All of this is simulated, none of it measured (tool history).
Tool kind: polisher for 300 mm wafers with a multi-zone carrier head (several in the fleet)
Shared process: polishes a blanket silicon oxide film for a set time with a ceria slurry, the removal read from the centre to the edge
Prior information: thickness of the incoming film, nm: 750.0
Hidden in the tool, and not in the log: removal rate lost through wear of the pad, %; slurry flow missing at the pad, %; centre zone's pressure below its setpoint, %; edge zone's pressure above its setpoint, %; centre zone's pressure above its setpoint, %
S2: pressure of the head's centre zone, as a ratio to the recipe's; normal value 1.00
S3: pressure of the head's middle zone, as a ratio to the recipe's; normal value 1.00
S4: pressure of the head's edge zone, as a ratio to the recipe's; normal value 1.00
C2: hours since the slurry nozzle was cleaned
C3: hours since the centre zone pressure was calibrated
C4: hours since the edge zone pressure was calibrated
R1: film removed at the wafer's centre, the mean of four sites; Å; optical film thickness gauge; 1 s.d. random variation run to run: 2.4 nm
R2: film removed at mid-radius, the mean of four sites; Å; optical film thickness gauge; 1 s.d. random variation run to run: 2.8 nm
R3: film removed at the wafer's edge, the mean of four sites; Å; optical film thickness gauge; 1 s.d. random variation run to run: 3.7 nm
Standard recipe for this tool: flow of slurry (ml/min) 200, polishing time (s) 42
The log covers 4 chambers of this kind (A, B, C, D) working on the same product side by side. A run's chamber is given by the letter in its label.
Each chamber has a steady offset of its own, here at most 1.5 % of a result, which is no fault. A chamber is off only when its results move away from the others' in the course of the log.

At hour 11.0: chamber B: worn pad replaced by a new one.
Run 1B, hour 11.1: usual settings; wafers polished on this pad 1; C2 361.7; C3 191.4; C4 969.8. Result: R1 2475.2 Å, R2 2495.8 Å, R3 2494.2 Å.
At hour 21.5: chamber B: slurry nozzle cleaned.
At hour 22.6: chamber C: worn pad replaced by a new one.
Run 2D, hour 23.2: usual settings; wafers polished on this pad 678; C2 100.8; C3 669.2; C4 655.8. Result: R1 2456.5 Å, R2 2510.7 Å, R3 2453.2 Å.
Run 3C, hour 32.3: usual settings; wafers polished on this pad 109; C2 371.6; C3 798.6; C4 341.0. Result: R1 2519.2 Å, R2 2442.5 Å, R3 2524.8 Å.
At hour 39.3: chamber A: worn pad replaced by a new one.
Run 4A, hour 39.7: usual settings; wafers polished on this pad 5; C2 551.4; C3 769.9; C4 507.4. Result: R1 2473.6 Å, R2 2461.3 Å, R3 2417.3 Å.
Run 5B, hour 46.7: usual settings but polishing time (s) 54; wafers polished on this pad 400; C2 25.2; C3 227.0; C4 1005.4. Result: R1 3202.6 Å, R2 3161.6 Å, R3 3204.1 Å.
Run 6A, hour 57.4: usual settings but polishing time (s) 54; wafers polished on this pad 203; C2 569.1; C3 787.6; C4 525.1. Result: R1 3188.3 Å, R2 3192.6 Å, R3 3131.4 Å.
At hour 67.1: chamber C: edge zone pressure recalibrated.
Run 7D, hour 71.6: usual settings but polishing time (s) 54; wafers polished on this pad 1220; C2 149.2; C3 717.6; C4 704.2. Result: R1 3193.0 Å, R2 3258.2 Å, R3 3229.0 Å.
Run 8C, hour 81.7: usual settings but polishing time (s) 54; wafers polished on this pad 662; C2 421.0; C3 848.0; C4 14.7. Result: R1 3238.4 Å, R2 3120.7 Å, R3 3148.6 Å.
Run 9B, hour 92.5: usual settings; wafers polished on this pad 913; C2 71.0; C3 272.8; C4 1051.2. Result: R1 2464.9 Å, R2 2515.0 Å, R3 2459.1 Å.
At hour 101.0: chamber B: worn pad replaced by a new one.
At hour 101.7: chamber D: worn pad replaced by a new one.
Run 10C, hour 107.6: usual settings but flow of slurry (ml/min) 150; wafers polished on this pad 952; C2 446.9; C3 873.9; C4 40.6. Result: R1 2414.6 Å, R2 2414.2 Å, R3 2387.3 Å.
Run 11A, hour 115.8: usual settings but flow of slurry (ml/min) 150; wafers polished on this pad 857; C2 627.5; C3 846.0; C4 583.5. Result: R1 2323.5 Å, R2 2416.2 Å, R3 2429.1 Å.
At hour 120.2: chamber A: worn pad replaced by a new one.
Run 12D, hour 128.7: usual settings but flow of slurry (ml/min) 150; wafers polished on this pad 302; C2 206.3; C3 774.7; C4 761.3. Result: R1 2323.9 Å, R2 2399.7 Å, R3 2444.8 Å.
Run 13A, hour 139.8: usual settings but flow of slurry (ml/min) 150; wafers polished on this pad 219; C2 651.5; C3 870.0; C4 607.5. Result: R1 2331.9 Å, R2 2332.2 Å, R3 2373.4 Å.
At hour 151.7: chamber B: edge zone pressure recalibrated.
Run 14B, hour 153.8: usual settings; wafers polished on this pad 591; C2 132.3; C3 334.1; C4 2.2. Result: R1 2467.2 Å, R2 2427.2 Å, R3 2412.3 Å.
At hour 159.5: chamber D: slurry nozzle cleaned.
At hour 164.6: chamber C: worn pad replaced by a new one.
Run 15C, hour 165.5: usual settings but S4 1.08, polishing time (s) 31; wafers polished on this pad 10; C2 504.8; C3 931.8; C4 98.5. Result: R1 1853.5 Å, R2 1839.6 Å, R3 1878.9 Å.
Run 16D, hour 180.0: usual settings but S4 1.08, polishing time (s) 31; wafers polished on this pad 877; C2 20.5; C3 826.0; C4 812.6. Result: R1 1840.0 Å, R2 1850.0 Å, R3 1890.5 Å.
At hour 182.7: chamber A: slurry nozzle cleaned.
At hour 185.7: chamber B: worn pad replaced by a new one.
Run 17D, hour 189.3: usual settings but S4 1.08, polishing time (s) 31; wafers polished on this pad 981; C2 29.8; C3 835.3; C4 821.9. Result: R1 1815.9 Å, R2 1833.9 Å, R3 1894.7 Å.
At hour 200.5: chamber A: worn pad replaced by a new one.
Run 18B, hour 202.8: usual settings but S4 1.08, polishing time (s) 31; wafers polished on this pad 192; C2 181.3; C3 383.1; C4 51.2. Result: R1 1847.0 Å, R2 1818.8 Å, R3 1942.0 Å.
At hour 212.7: chamber D: centre zone pressure recalibrated.
Run 19C, hour 216.3: usual settings; wafers polished on this pad 579; C2 555.6; C3 982.6; C4 149.3. Result: R1 2506.6 Å, R2 2487.9 Å, R3 2438.8 Å.
At hour 222.6: chamber D: worn pad replaced by a new one.
Run 20A, hour 229.7: usual settings but S2 1.05; wafers polished on this pad 327; C2 47.1; C3 959.9; C4 697.4. Result: R1 2516.2 Å, R2 2493.2 Å, R3 2436.0 Å.
Run 21A, hour 242.5: usual settings but S2 1.05; wafers polished on this pad 471; C2 59.9; C3 972.7; C4 710.2. Result: R1 2498.9 Å, R2 2494.2 Å, R3 2425.8 Å.
Run 22D, hour 254.9: usual settings but S2 1.05; wafers polished on this pad 361; C2 95.4; C3 42.2; C4 887.5. Result: R1 2622.1 Å, R2 2515.1 Å, R3 2501.3 Å.
Run 23C, hour 267.6: usual settings but S2 1.05; wafers polished on this pad 1154; C2 606.9; C3 1033.9; C4 200.6. Result: R1 2646.4 Å, R2 2479.9 Å, R3 2496.3 Å.
At hour 272.2: chamber B: worn pad replaced by a new one.
Run 24B, hour 274.3: usual settings; wafers polished on this pad 24; C2 252.8; C3 454.6; C4 122.7. Result: R1 2467.5 Å, R2 2435.7 Å, R3 2494.6 Å.
Run 25A, hour 282.5: usual settings; wafers polished on this pad 918; C2 99.9; C3 1012.7; C4 750.2. Result: R1 2363.3 Å, R2 2437.7 Å, R3 2459.1 Å.
At hour 285.5: chamber C: worn pad replaced by a new one.
Run 26C, hour 290.5: usual settings but S2 1.11; wafers polished on this pad 56; C2 629.8; C3 1056.8; C4 223.5. Result: R1 2820.8 Å, R2 2493.6 Å, R3 2492.5 Å.
At hour 292.7: chamber A: worn pad replaced by a new one.
Run 27D, hour 303.5: usual settings but S2 1.11; wafers polished on this pad 906; C2 144.0; C3 90.8; C4 936.1. Result: R1 2799.6 Å, R2 2513.0 Å, R3 2488.3 Å.
Run 28B, hour 317.9: usual settings but S2 1.11; wafers polished on this pad 512; C2 296.4; C3 498.2; C4 166.3. Result: R1 2787.0 Å, R2 2465.7 Å, R3 2532.7 Å.
Run 29C, hour 331.4: usual settings but S2 1.11; wafers polished on this pad 514; C2 670.7; C3 1097.7; C4 264.4. Result: R1 2839.5 Å, R2 2497.5 Å, R3 2392.7 Å.
At hour 332.8: chamber D: worn pad replaced by a new one.
Run 30B, hour 343.8: usual settings; wafers polished on this pad 802; C2 322.3; C3 524.1; C4 192.2. Result: R1 2485.3 Å, R2 2447.6 Å, R3 2519.2 Å.
At hour 350.0: chamber B: worn pad replaced by a new one.
Run 31A, hour 352.7: usual settings; wafers polished on this pad 672; C2 170.1; C3 1082.9; C4 820.4. Result: R1 2364.1 Å, R2 2485.7 Å, R3 2496.1 Å.
At hour 360.8: chamber C: slurry nozzle cleaned.
Run 32D, hour 366.1: usual settings; wafers polished on this pad 373; C2 206.6; C3 153.4; C4 998.7. Result: R1 2498.2 Å, R2 2468.6 Å, R3 2545.2 Å.
At hour 366.5: chamber D: slurry nozzle cleaned.
At hour 369.0: chamber A: worn pad replaced by a new one.
At hour 371.3: chamber B: slurry nozzle cleaned.
Run 33C, hour 375.0: usual settings; wafers polished on this pad 1002; C2 14.2; C3 1141.3; C4 308.0. Result: R1 2545.3 Å, R2 2478.3 Å, R3 2489.9 Å.
Run 34B, hour 381.8: usual settings but S3 1.05; wafers polished on this pad 356; C2 10.5; C3 562.1; C4 230.2. Result: R1 2469.4 Å, R2 2581.6 Å, R3 2399.3 Å.
Run 35D, hour 389.2: usual settings but S3 1.05; wafers polished on this pad 632; C2 22.8; C3 176.5; C4 1021.8. Result: R1 2494.2 Å, R2 2580.5 Å, R3 2471.3 Å.
Run 36A, hour 398.8: usual settings but S3 1.05; wafers polished on this pad 334; C2 216.2; C3 1129.0; C4 866.5. Result: R1 2345.8 Å, R2 2596.2 Å, R3 2411.8 Å.
Run 37B, hour 412.6: usual settings but S3 1.05; wafers polished on this pad 701; C2 41.3; C3 592.9; C4 261.0. Result: R1 2485.6 Å, R2 2546.9 Å, R3 2514.6 Å.
Run 38A, hour 420.6: usual settings; wafers polished on this pad 578; C2 238.0; C3 1150.8; C4 888.3. Result: R1 2313.0 Å, R2 2549.0 Å, R3 2498.5 Å.

Next, all 4 chambers run the settings below, one line each with question marks for the results. What does each chamber give?
Run 39A, hour 431.4: usual settings but polishing time (s) 51. Result: R1 ?, R2 ?, R3 ?.
Run 39B, hour 431.4: usual settings but polishing time (s) 51. Result: R1 ?, R2 ?, R3 ?.
Run 39C, hour 431.4: usual settings but polishing time (s) 51. Result: R1 ?, R2 ?, R3 ?.
Run 39D, hour 431.4: usual settings but polishing time (s) 51. Result: R1 ?, R2 ?, R3 ?.

run      R1      R2      R3
39A  2789.9  3031.7  3014.2
39B  2985.4  2924.9  3034.2
39C  3032.4  3007.4  2957.7
39D  2979.2  3090.2  3082.4
